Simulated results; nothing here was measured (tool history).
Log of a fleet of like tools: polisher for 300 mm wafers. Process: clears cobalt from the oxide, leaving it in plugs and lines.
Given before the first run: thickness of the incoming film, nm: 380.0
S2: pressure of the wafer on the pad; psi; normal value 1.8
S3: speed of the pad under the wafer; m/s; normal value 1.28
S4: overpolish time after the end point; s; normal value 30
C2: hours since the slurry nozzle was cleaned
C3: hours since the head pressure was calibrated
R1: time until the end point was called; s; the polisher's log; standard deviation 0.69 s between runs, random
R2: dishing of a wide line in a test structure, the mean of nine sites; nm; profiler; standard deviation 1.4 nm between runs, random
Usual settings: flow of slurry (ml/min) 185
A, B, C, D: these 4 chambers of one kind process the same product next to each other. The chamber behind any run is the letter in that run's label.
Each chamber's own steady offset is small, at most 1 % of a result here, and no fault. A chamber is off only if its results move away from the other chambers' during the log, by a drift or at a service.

Run 1A, hour 5.3: usual settings; wafers polished on this pad 125; C2 127.9; C3 1014.7. Result: R1 72.425 s, R2 67.560 nm.
Run 2C, hour 13.4: usual settings; wafers polished on this pad 819; C2 76.7; C3 623.2. Result: R1 72.177 s, R2 66.143 nm.
At hour 15.5: chamber B: worn pad replaced by a new one.
Run 3B, hour 22.1: usual settings; wafers polished on this pad 81; C2 98.2; C3 160.8. Result: R1 71.979 s, R2 67.177 nm.
Run 4D, hour 29.4: usual settings; wafers polished on this pad 1406; C2 301.4; C3 856.2. Result: R1 73.621 s, R2 66.517 nm.
Run 5D, hour 34.4: usual settings; wafers polished on this pad 1467; C2 306.4; C3 861.2. Result: R1 73.488 s, R2 66.870 nm.
Run 6A, hour 40.4: usual settings; wafers polished on this pad 554; C2 163.0; C3 1049.8. Result: R1 70.805 s, R2 66.136 nm.
At hour 42.0: chamber D: worn pad replaced by a new one.
At hour 46.6: chamber C: worn pad replaced by a new one.
At hour 47.5: chamber D: slurry nozzle cleaned.
Run 7B, hour 48.5: usual settings; wafers polished on this pad 404; C2 124.6; C3 187.2. Result: R1 71.226 s, R2 65.031 nm.
Run 8C, hour 53.3: usual settings; wafers polished on this pad 82; C2 116.6; C3 663.1. Result: R1 72.717 s, R2 66.624 nm.
Run 9D, hour 62.2: usual settings but S4 14 s; wafers polished on this pad 247; C2 14.8; C3 889.0. Result: R1 73.359 s, R2 45.812 nm.
Run 10C, hour 70.9: usual settings but S4 14 s; wafers polished on this pad 297; C2 134.2; C3 680.7. Result: R1 71.512 s, R2 47.763 nm.
Run 11B, hour 75.9: usual settings but S4 14 s; wafers polished on this pad 738; C2 152.0; C3 214.6. Result: R1 72.599 s, R2 47.008 nm.
At hour 79.0: chamber A: worn pad replaced by a new one.
Run 12A, hour 81.8: usual settings but S4 14 s; wafers polished on this pad 35; C2 204.4; C3 1091.2. Result: R1 71.563 s, R2 46.925 nm.
Run 13C, hour 87.6: usual settings; wafers polished on this pad 501; C2 150.9; C3 697.4. Result: R1 71.939 s, R2 65.209 nm.
Run 14D, hour 94.0: usual settings; wafers polished on this pad 636; C2 46.6; C3 920.8. Result: R1 73.221 s, R2 66.505 nm.
Run 15B, hour 97.9: usual settings; wafers polished on this pad 1007; C2 174.0; C3 236.6. Result: R1 71.449 s, R2 64.359 nm.
Run 16A, hour 106.7: usual settings; wafers polished on this pad 339; C2 229.3; C3 1116.1. Result: R1 72.396 s, R2 66.122 nm.
Run 17B, hour 111.6: usual settings; wafers polished on this pad 1174; C2 187.7; C3 250.3. Result: R1 71.767 s, R2 68.096 nm.
Run 18A, hour 119.2: usual settings; wafers polished on this pad 491; C2 241.8; C3 1128.6. Result: R1 74.767 s, R2 64.314 nm.
Run 19C, hour 125.4: usual settings; wafers polished on this pad 963; C2 188.7; C3 735.2. Result: R1 71.669 s, R2 64.935 nm.
Run 20D, hour 131.4: usual settings; wafers polished on this pad 1092; C2 84.0; C3 958.2. Result: R1 71.320 s, R2 66.871 nm.
At hour 131.7: chamber C: worn pad replaced by a new one.
At hour 137.3: chamber B: worn pad replaced by a new one.
Run 21C, hour 137.5: usual settings; wafers polished on this pad 71; C2 200.8; C3 747.3. Result: R1 70.072 s, R2 62.570 nm.
Run 22A, hour 145.4: usual settings; wafers polished on this pad 812; C2 268.0; C3 1154.8. Result: R1 74.207 s, R2 67.520 nm.
At hour 147.3: chamber D: worn pad replaced by a new one.
Run 23D, hour 152.5: usual settings; wafers polished on this pad 64; C2 105.1; C3 979.3. Result: R1 72.219 s, R2 63.524 nm.
Run 24B, hour 159.5: usual settings; wafers polished on this pad 271; C2 235.6; C3 298.2. Result: R1 71.986 s, R2 65.066 nm.
Run 25C, hour 165.1: usual settings; wafers polished on this pad 408; C2 228.4; C3 774.9. Result: R1 71.350 s, R2 66.242 nm.
Run 26A, hour 169.1: usual settings but S3 0.90 m/s, S4 17 s; wafers polished on this pad 1101; C2 291.7; C3 1178.5. Result: R1 107.920 s, R2 42.255 nm.
Run 27D, hour 175.1: usual settings but S3 0.90 m/s, S4 17 s; wafers polished on this pad 340; C2 127.7; C3 1001.9. Result: R1 101.740 s, R2 44.006 nm.
At hour 177.2: chamber A: worn pad replaced by a new one.
Run 28B, hour 179.4: usual settings but S3 0.90 m/s, S4 17 s; wafers polished on this pad 514; C2 255.5; C3 318.1. Result: R1 101.270 s, R2 42.826 nm.
Run 29A, hour 187.1: usual settings but S3 0.90 m/s, S4 17 s; wafers polished on this pad 121; C2 309.7; C3 1196.5. Result: R1 110.030 s, R2 41.054 nm.
Run 30D, hour 195.2: usual settings; wafers polished on this pad 585; C2 147.8; C3 1022.0. Result: R1 71.852 s, R2 63.991 nm.
Run 31C, hour 201.1: usual settings; wafers polished on this pad 848; C2 264.4; C3 810.9. Result: R1 70.799 s, R2 63.641 nm.
Run 32B, hour 208.8: usual settings but flow of slurry (ml/min) 155, S4 15 s; wafers polished on this pad 874; C2 284.9; C3 347.5. Result: R1 74.248 s, R2 49.344 nm.
Run 33D, hour 216.1: usual settings but flow of slurry (ml/min) 155, S4 15 s; wafers polished on this pad 841; C2 168.7; C3 1042.9. Result: R1 74.055 s, R2 46.664 nm.
Run 34A, hour 223.7: usual settings but flow of slurry (ml/min) 155, S4 15 s; wafers polished on this pad 568; C2 346.3; C3 1233.1. Result: R1 82.386 s, R2 44.513 nm.

Does one chamber stand apart from the rest, does the shared gauge drift, or is all well apart from small per-chamber offsets? Give the chamber and the most likely cause, where there is one.

Little by little, chamber A moves away from the other chambers.
Most likely cause: slurry flow missing at the pad, % = 41.4.
The log may not tell that from: head's pressure below its setpoint, %.

Chamber A could run next with any of the 4 candidate recipes listed below; each alters the usual settings, and their results appear as question marks. Which one brings its results back in line with what the other chambers deliver on the usual settings?
Allowed miss from the other chambers' usual-settings mean, per result, to count as in line: R1 2.400 s; R2 4.900 nm
Run 35A-1, hour 230.1: usual settings but S2 1.7 psi, S3 1.22 m/s. Result: R1 ?, R2 ?.
Run 35A-2, hour 230.1: usual settings but S2 1.9 psi, S3 1.34 m/s. Result: R1 ?, R2 ?.
Run 35A-3, hour 230.1: usual settings but flow of slurry (ml/min) 190, S2 1.9 psi, S3 1.40 m/s, S4 31 s. Result: R1 ?, R2 ?.
Run 35A-4, hour 230.1: usual settings but flow of slurry (ml/min) 180, S2 1.7 psi, S3 1.16 m/s. Result: R1 ?, R2 ?.

What the other chambers average on the usual settings: R1 71.962 s; R2 65.842 nm
  run      R1      R2
35A-1  89.053  62.357
35A-2  72.516  66.630
35A-3  68.973  68.124
35A-4  94.288  61.025
It is 35A-2 that realigns the chamber with its peers.
